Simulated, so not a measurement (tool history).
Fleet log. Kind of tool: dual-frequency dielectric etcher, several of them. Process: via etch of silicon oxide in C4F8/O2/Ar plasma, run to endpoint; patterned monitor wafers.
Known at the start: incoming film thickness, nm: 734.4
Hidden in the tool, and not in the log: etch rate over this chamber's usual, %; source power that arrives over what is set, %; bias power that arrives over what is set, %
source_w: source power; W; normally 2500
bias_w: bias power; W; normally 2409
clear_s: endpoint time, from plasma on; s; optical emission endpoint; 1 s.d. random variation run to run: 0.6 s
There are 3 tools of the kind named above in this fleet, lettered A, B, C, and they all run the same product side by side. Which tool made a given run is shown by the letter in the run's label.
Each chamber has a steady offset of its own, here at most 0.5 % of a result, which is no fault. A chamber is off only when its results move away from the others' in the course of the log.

run    day  source_w  bias_w  hours since the last wet clean  hours since the last source power generator calibration  hours since the last bias power generator calibration  clear_s
 1A  0.229      2500    2409                           116.5                                                   1125.5                                                 1220.8   124.97
 2C  0.417      2500    2409                              91                                                    374.8                                                  610.1   126.47
 3B  0.583      2500    2409                           208.3                                                   2197.6                                                 1596.1   124.16
 4B  0.733      2500    2409                           211.9                                                   2201.2                                                 1599.7    125.3
 5A  0.929      2220    2705                           133.3                                                   1142.3                                                 1237.6   126.48
 6C  1.192      2220    2705                           109.6                                                    393.4                                                  628.7   127.26
 7A  1.442      2220    2705                           145.6                                                   1154.6                                                 1249.9   128.47
 8C  1.588      2500    2409                           119.1                                                    402.9                                                  638.2   126.01
 9B  1.779      2500    2409                             237                                                   2226.3                                                 1624.8   123.48
10C  1.908      2500    2409                           126.8                                                    410.6                                                  645.9   125.17
11B   2.05      2500    2409                           243.5                                                   2232.8                                                 1631.3   124.22
12A  2.188      2500    2409                           163.5                                                   1172.5                                                 1267.8   125.51
13C  2.329      2500    2409                           136.9                                                    420.7                                                    656   124.97
14B  2.462      2500    2409                           253.4                                                   2242.7                                                 1641.2   124.14
15A  2.617      2500    2409                           173.8                                                   1182.8                                                 1278.1   125.43
16C  2.733      2500    2409                           146.6                                                    430.4                                                  665.7   125.81
17B  2.988      2500    2409                             266                                                   2255.3                                                 1653.8   122.91
18A  3.246      2500    2409                           188.9                                                   1197.9                                                 1293.2   126.07
19B  3.388      2500    2409                           275.6                                                   2264.9                                                 1663.4    121.6
20A   3.65      2990    2085                           198.6                                                   1207.6                                                 1302.9   121.03
21C  3.858      2990    2085                           173.6                                                    457.4                                                  692.7   121.59
22A  3.975      2990    2085                           206.4                                                   1215.4                                                 1310.7   122.02
23B  4.167      2500    2409                           294.3                                                   2283.6                                                 1682.1   120.73
24C  4.329      2500    2409                           184.9                                                    468.7                                                    704   125.55
25A  4.525      2500    2409                           219.6                                                   1228.6                                                 1323.9   126.77
26B  4.775      2500    2409                           308.9                                                   2298.2                                                 1696.7   119.84
27C  4.967      2500    2409                           200.2                                                      484                                                  719.3   125.61
28A  5.167      2500    2409                             235                                                     1244                                                 1339.3   125.59
29B  5.321      2500    2409                             322                                                   2311.3                                                 1709.8   119.95
30C  5.438      2990    2409                           211.5                                                    495.3                                                  730.6   115.15
31C  5.671      2990    2409                           217.1                                                    500.9                                                  736.2   116.69

Is one chamber off against the others, does the gauge drift, or is nothing wrong? If a chamber is off, say which, and what the likeliest cause is.

Little by little, chamber B moves away from the other chambers.
Most likely cause: etch rate over this chamber's usual, % = 5.18.

Here are 4 candidates for chamber B's next run, each the usual settings with a change, their results left as question marks. Which one brings its results back in line with what the others give on the usual settings?
Counts as in line when no further than this from what the other chambers average on the usual settings: clear_s 2.1 s
32B-1  5.862      2900    2695                                                                                                                                                        ?
32B-2  5.862      2500    1967                                                                                                                                                        ?
32B-3  5.862      2720    2566                                                                                                                                                        ?
32B-4  5.862      2140    2148                                                                                                                                                        ?

The other chambers' mean on the usual settings: clear_s 125.55 s
  run  clear_s
32B-1   107.98
32B-2   125.75
32B-3   112.44
32B-4   130.59
Change 32B-2 lands the chamber within the allowed miss of the other chambers.
